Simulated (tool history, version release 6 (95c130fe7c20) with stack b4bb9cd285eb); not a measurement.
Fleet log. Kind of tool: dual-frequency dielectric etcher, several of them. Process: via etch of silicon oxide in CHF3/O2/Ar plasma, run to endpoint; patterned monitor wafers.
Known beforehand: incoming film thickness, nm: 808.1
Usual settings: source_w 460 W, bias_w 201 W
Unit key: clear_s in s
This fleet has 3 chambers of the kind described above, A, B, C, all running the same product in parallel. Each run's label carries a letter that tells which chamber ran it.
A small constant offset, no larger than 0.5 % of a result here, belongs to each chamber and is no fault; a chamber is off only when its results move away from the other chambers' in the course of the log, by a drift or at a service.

| run | day | source_w | bias_w | clear_s |
|---|---|---|---|---|
| 1C | 0.421 | 460 | 201 | 438.69 |
| 2A | 0.754 | 460 | 201 | 436.67 |
| 3B | 1.204 | 460 | 201 | 437.43 |
| 4C | 1.617 | 460 | 201 | 434.18 |
| 5A | 1.917 | 460 | 201 | 438.97 |
| 6B | 2.225 | 460 | 201 | 436.23 |
| 7A | 2.521 | 460 | 201 | 435.55 |
| 8B | 2.892 | 460 | 201 | 434.48 |
| 9C | 3.104 | 460 | 201 | 438.46 |
| 10B | 3.483 | 460 | 201 | 433.2 |
| 11C | 3.775 | 510 | 238 | 397.88 |
| 12A | 4.012 | 510 | 238 | 396.43 |
| 13A | 4.3 | 510 | 238 | 396.29 |
| 14C | 4.721 | 460 | 201 | 433.44 |
| 15B | 5.067 | 360 | 219 | 462.45 |
| 16C | 5.483 | 360 | 219 | 466.67 |
| 17B | 5.704 | 360 | 219 | 466.31 |
|  | 5.85 | chamber B: wet clean of the chamber |
| 18A | 6.025 | 460 | 201 | 430.99 |
|  | 6.388 | chamber A: wet clean of the chamber |
| 19A | 6.396 | 460 | 201 | 437.35 |
| 20C | 6.725 | 460 | 201 | 434.48 |
| 21B | 6.925 | 370 | 170 | 523.2 |
| 22B | 7.333 | 370 | 170 | 528.22 |
| 23A | 7.775 | 370 | 170 | 505.64 |
| 24C | 8.054 | 460 | 201 | 440.28 |
| 25C | 8.508 | 460 | 201 | 434.46 |
| 26A | 8.933 | 460 | 201 | 438.92 |
| 27B | 9.367 | 460 | 201 | 458.57 |
| 28B | 9.779 | 460 | 201 | 459.69 |

Does one chamber stand apart from the rest, does the shared gauge drift, or is all well apart from small per-chamber offsets? Give the chamber and the most likely cause, where there is one.

The work done on chamber B during a service left it standing apart from the others.
Cause: etch rate under this chamber's usual, % = 5.01.

Below are 4 candidate recipes for chamber B's next run, each the usual settings with a change, their results shown as question marks. Which of them brings B's results back in line with what the other chambers give on the usual settings?
Allowed miss from the other chambers' usual-settings mean, per result, to count as in line: clear_s 8 s
| 29B-1 | 10.108 | 530 | 226 | ? |
| 29B-2 | 10.108 | 490 | 212 | ? |
| 29B-3 | 10.108 | 430 | 190 | ? |
| 29B-4 | 10.108 | 400 | 179 | ? |

Mean of the other chambers on the usual settings: clear_s 437.21 s
| run | clear_s |
|---|---|
| 29B-1 | 415.66 |
| 29B-2 | 438.13 |
| 29B-3 | 478.74 |
| 29B-4 | 502.62 |
29B-2 puts the chamber back in line with the other chambers.

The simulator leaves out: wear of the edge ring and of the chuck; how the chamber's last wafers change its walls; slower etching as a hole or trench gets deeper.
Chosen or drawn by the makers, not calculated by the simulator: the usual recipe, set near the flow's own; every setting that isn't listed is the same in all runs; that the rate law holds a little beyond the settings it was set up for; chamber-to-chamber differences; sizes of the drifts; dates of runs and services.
